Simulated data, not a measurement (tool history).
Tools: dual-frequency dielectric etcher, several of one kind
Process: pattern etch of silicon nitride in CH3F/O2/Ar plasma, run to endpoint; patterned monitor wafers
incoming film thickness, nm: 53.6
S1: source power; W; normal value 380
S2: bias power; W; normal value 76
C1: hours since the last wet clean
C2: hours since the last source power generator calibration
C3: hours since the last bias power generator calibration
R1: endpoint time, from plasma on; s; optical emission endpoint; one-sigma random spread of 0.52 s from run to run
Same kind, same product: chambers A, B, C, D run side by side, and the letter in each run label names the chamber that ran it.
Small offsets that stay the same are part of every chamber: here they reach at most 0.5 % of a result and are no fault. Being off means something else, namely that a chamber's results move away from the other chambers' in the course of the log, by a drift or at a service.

run,day,S1,S2,C1,C2,C3,R1
1C,0.325,380,76,367.9,1126.0,124.4,77.391
2D,0.871,380,76,286.3,1416.2,924.1,77.213
# day 0.888: chamber A: wet clean of the chamber
3A,1.321,380,76,10.4,997.7,3152.7,77.009
4B,1.808,380,76,311.5,1835.4,638.1,77.166
5D,2.162,380,76,317.3,1447.2,955.1,77.586
6A,2.525,380,76,39.3,1026.6,3181.6,78.212
# day 2.629: chamber B: wet clean of the chamber
7B,2.804,380,76,4.3,1859.3,662.0,77.367
8C,3.092,380,76,434.3,1192.4,190.8,77.441
9C,3.583,380,76,446.1,1204.2,202.6,76.091
10A,4.038,330,76,75.6,1062.9,3217.9,81.830
11D,4.496,330,76,373.3,1503.2,1011.1,81.819
12B,4.842,330,76,53.2,1908.2,710.9,81.832
13A,5.200,330,76,103.5,1090.8,3245.8,81.102
# day 5.229: chamber D: wet clean of the chamber
14C,5.483,380,76,491.7,1249.8,248.2,75.499
15B,5.800,380,76,76.2,1931.2,733.9,77.208
16D,6.279,380,76,25.3,1546.0,1053.9,77.253
17C,6.708,380,76,521.1,1279.2,277.6,75.449
18D,7.017,380,76,43.0,1563.7,1071.6,76.998
19A,7.500,380,76,158.7,1146.0,3301.0,77.200
20B,7.933,380,76,127.4,1982.4,785.1,76.706
21C,8.308,380,76,559.5,1317.6,316.0,74.060
22A,8.658,290,91,186.5,1173.8,3328.8,80.880
23D,9.171,290,91,94.7,1615.4,1123.3,79.846
24B,9.546,290,91,166.1,2021.1,823.8,80.309
25B,9.908,290,91,174.8,2029.8,832.5,79.885
26D,10.238,380,76,120.3,1641.0,1148.9,78.391
27A,10.783,380,76,237.5,1224.8,3379.8,77.861
28C,11.254,380,67,630.2,1388.3,386.7,77.940
29D,11.650,380,67,154.2,1674.9,1182.8,80.603

Does one chamber stand apart from the rest, does the shared gauge drift, or is all well apart from small per-chamber offsets? Give the chamber and the most likely cause, where there is one.

Chamber C drifts away from the others.
Most likely cause: etch rate over this chamber's usual, % = 5.07.

Here are 4 candidates for chamber C's next run, each the usual settings with a change, their results left as question marks. Which one brings its results back in line with what the others give on the usual settings?
To be in line, a result may differ from the other chambers' mean on the usual settings by at most: R1 1.800 s
30C-1,12.054,330,76,,,,?
30C-2,12.054,410,81,,,,?
30C-3,12.054,430,85,,,,?
30C-4,12.054,380,58,,,,?

The mean the other chambers reach with the usual settings: R1 77.556 s
run,R1
30C-1,77.465
30C-2,69.861
30C-3,67.478
30C-4,80.481
30C-1 brings the chamber back in line.
